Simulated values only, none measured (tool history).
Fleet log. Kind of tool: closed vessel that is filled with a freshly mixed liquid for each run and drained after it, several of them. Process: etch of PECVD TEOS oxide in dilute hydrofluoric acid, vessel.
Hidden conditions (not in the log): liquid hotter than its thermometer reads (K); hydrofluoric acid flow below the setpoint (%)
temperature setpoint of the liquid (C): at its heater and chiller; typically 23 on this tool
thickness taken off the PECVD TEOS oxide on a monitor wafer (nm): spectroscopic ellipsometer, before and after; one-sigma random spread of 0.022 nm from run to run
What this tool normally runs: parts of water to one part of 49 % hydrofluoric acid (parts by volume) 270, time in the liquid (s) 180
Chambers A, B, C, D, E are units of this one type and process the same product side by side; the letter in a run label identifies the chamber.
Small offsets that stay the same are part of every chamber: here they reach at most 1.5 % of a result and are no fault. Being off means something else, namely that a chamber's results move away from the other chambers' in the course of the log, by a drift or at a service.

run	hour	temperature setpoint of the liquid (C)	parts of water to one part of 49 % hydrofluoric acid (parts by volume)	time in the liquid (s)	hours since the thermometer was replaced	hours since the hydrofluoric acid flow meter was replaced	read-back film thickness of the PECVD TEOS oxide reference wafer, read on the same gauge (nm)	thickness taken off the PECVD TEOS oxide on a monitor wafer (nm)
1C	11.9	23	270	180	1407.4	1411.5	80.041	4.9811
2E	23.6	23	270	180	76.5	1177.3	79.999	4.8853
3B	33.2	23	270	180	55.9	647.8	79.988	4.9376
4A	40.3	23	270	180	2298	117.3	79.988	4.9422
5D	50.9	23	270	180	157.3	254.8	79.959	4.9686
6D	59	19	270	220	165.4	262.9	80.008	5.2265
7C	66.5	19	270	220	1462	1466.1	79.989	5.2196
8B	76.2	19	270	220	98.9	690.8	80.019	5.2127
9E	90	19	270	220	142.9	1243.7	80.009	5.2051
10A	103.7	19	270	220	2361.4	180.7	79.986	5.2415
11C	112	23	270	180	1507.5	1511.6	79.976	4.9393
12E	125.1	23	270	180	178	1278.8	79.992	4.954
13B	136.4	23	270	180	159.1	751	80.013	4.9451
14D	147.9	23	270	180	254.3	351.8	80.007	5.0528
15A	160.2	23	270	180	2417.9	237.2	80.012	4.9269
16B	173.5	23	270	180	196.2	788.1	80.008	4.9516
17C	182.6	23	270	180	1578.1	1582.2	79.989	4.9718
18A	193.8	23	270	180	2451.5	270.8	80.001	4.9538
19E	206.8	23	220	180	259.7	1360.5	80.025	6.2727
20D	214.5	23	220	180	320.9	418.4	79.998	6.5839
21A	223.8	23	220	180	2481.5	300.8	79.978	6.3761
22C	230.6	23	220	180	1626.1	1630.2	79.988	6.42
23B	240.4	23	220	180	263.1	855	79.986	6.4052
# hour 243.4: chamber D: hydrofluoric acid flow meter replaced
24E	247.7	23	270	180	300.6	1401.4	79.996	4.914
25D	257	23	270	180	363.4	13.7	80.017	5.1716
# hour 257.4: chamber C: hydrofluoric acid flow meter replaced
26C	269.5	23	270	180	1665	12.1	80.003	4.9912
27B	280.7	23	365	80	303.4	895.3	79.961	1.4816
28D	293.5	23	365	80	399.9	50.2	79.989	1.5581
29A	306.8	23	365	80	2564.5	383.8	79.995	1.4961
30E	314.3	23	365	80	367.2	1468	80.006	1.4788
31E	323.3	23	365	80	376.2	1477	80.012	1.4842
32A	332.9	20	215	180	2590.6	409.9	79.99	5.8567
33D	339.4	20	215	180	445.8	96.1	80.012	6.2082
34C	351.3	20	215	180	1746.8	93.9	80.026	5.9104
35B	357.8	20	215	180	380.5	972.4	80.019	5.8775
36A	364.9	20	215	180	2622.6	441.9	79.996	5.8513
37D	377.8	23	170	105	484.2	134.5	79.998	5.4153
38B	388	23	170	105	410.7	1002.6	79.968	5.1441

Each of the 5 chambers runs these same settings next. Fill in every chamber's results:
39A	397.8	23	270	180				?
39B	397.8	23	270	180				?
39C	397.8	23	270	180				?
39D	397.8	23	270	180				?
39E	397.8	23	270	180				?

run	thickness taken off the PECVD TEOS oxide on a monitor wafer (nm)
39A	4.9552
39B	4.9812
39C	4.9753
39D	5.2544
39E	4.8991

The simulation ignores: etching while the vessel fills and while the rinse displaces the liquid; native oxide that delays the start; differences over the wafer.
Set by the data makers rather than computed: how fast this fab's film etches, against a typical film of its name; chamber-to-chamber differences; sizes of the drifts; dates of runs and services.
